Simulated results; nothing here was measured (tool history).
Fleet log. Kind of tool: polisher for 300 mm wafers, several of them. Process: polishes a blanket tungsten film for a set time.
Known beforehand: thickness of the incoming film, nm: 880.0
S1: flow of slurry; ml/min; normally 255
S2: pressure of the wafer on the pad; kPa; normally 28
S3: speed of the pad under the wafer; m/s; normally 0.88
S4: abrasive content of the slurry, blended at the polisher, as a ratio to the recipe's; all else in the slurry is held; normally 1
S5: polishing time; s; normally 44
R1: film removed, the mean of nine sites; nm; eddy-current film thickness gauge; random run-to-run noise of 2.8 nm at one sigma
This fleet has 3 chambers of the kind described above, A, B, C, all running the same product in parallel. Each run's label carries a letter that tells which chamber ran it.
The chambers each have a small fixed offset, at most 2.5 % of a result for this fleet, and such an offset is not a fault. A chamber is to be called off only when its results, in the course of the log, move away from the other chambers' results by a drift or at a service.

| run | hour | S1 | S2 | S3 | S4 | S5 | R1 |
|---|---|---|---|---|---|---|---|
|  | 0.9 | chamber A: slurry blender recalibrated |
|  | 3 | chamber A: slurry tank refilled with fresh slurry and peroxide |
| 1A | 5.3 | 255 | 28 | 0.88 | 1 | 44 | 214.92 |
|  | 9 | chamber A: worn pad replaced by a new one |
| 2B | 12.1 | 255 | 28 | 0.88 | 1 | 44 | 209.63 |
|  | 12.9 | chamber B: worn pad replaced by a new one |
| 3C | 17.2 | 255 | 28 | 0.88 | 1 | 44 | 213.4 |
| 4A | 23.8 | 255 | 28 | 0.88 | 1 | 44 | 218.09 |
|  | 27.8 | chamber A: head pressure recalibrated |
| 5C | 30.7 | 255 | 28 | 0.88 | 1 | 44 | 212.65 |
| 6B | 37.4 | 255 | 28 | 0.88 | 1 | 44 | 209.54 |
| 7A | 43.9 | 255 | 28 | 0.88 | 1 | 44 | 212.59 |
| 8B | 47.5 | 255 | 28 | 0.88 | 1 | 44 | 213.67 |
| 9C | 55.5 | 255 | 28 | 0.88 | 1 | 44 | 211.85 |
|  | 56.1 | chamber B: worn pad replaced by a new one |
|  | 60.3 | chamber C: slurry tank refilled with fresh slurry and peroxide |
|  | 62.5 | chamber C: worn pad replaced by a new one |
| 10B | 63.3 | 255 | 28 | 0.88 | 1 | 44 | 210.02 |
| 11C | 71 | 255 | 28 | 0.88 | 1 | 44 | 212.14 |
|  | 75.2 | chamber A: worn pad replaced by a new one |
| 12A | 75.5 | 255 | 28 | 0.88 | 1 | 31 | 152.8 |
| 13B | 79.5 | 255 | 28 | 0.88 | 1 | 31 | 147.85 |
| 14C | 84.7 | 255 | 28 | 0.88 | 1 | 31 | 148.17 |
|  | 90.8 | chamber B: worn pad replaced by a new one |
| 15A | 91.7 | 255 | 28 | 0.88 | 1 | 44 | 212.82 |
|  | 94.1 | chamber B: slurry blender recalibrated |
| 16B | 98.2 | 255 | 28 | 0.88 | 1 | 44 | 213.08 |
|  | 104.7 | chamber C: slurry blender recalibrated |
| 17C | 106.2 | 255 | 28 | 0.88 | 1 | 44 | 210.71 |
| 18A | 111.5 | 255 | 28 | 0.88 | 1 | 58 | 286.24 |
| 19B | 116.6 | 255 | 28 | 0.88 | 1 | 58 | 276.17 |
|  | 119.8 | chamber A: slurry blender recalibrated |
| 20C | 122.9 | 255 | 28 | 0.88 | 1 | 58 | 279.15 |
| 21A | 128.9 | 255 | 28 | 0.88 | 1 | 44 | 217.29 |

Which is it: a chamber that has drifted or been left off by a service, a gauge drift common to all chambers, or only each chamber's usual small offset? If a chamber is off, name it and its likeliest cause.

Nothing is wrong: each chamber keeps only its own small, steady offset and the gauge holds still.

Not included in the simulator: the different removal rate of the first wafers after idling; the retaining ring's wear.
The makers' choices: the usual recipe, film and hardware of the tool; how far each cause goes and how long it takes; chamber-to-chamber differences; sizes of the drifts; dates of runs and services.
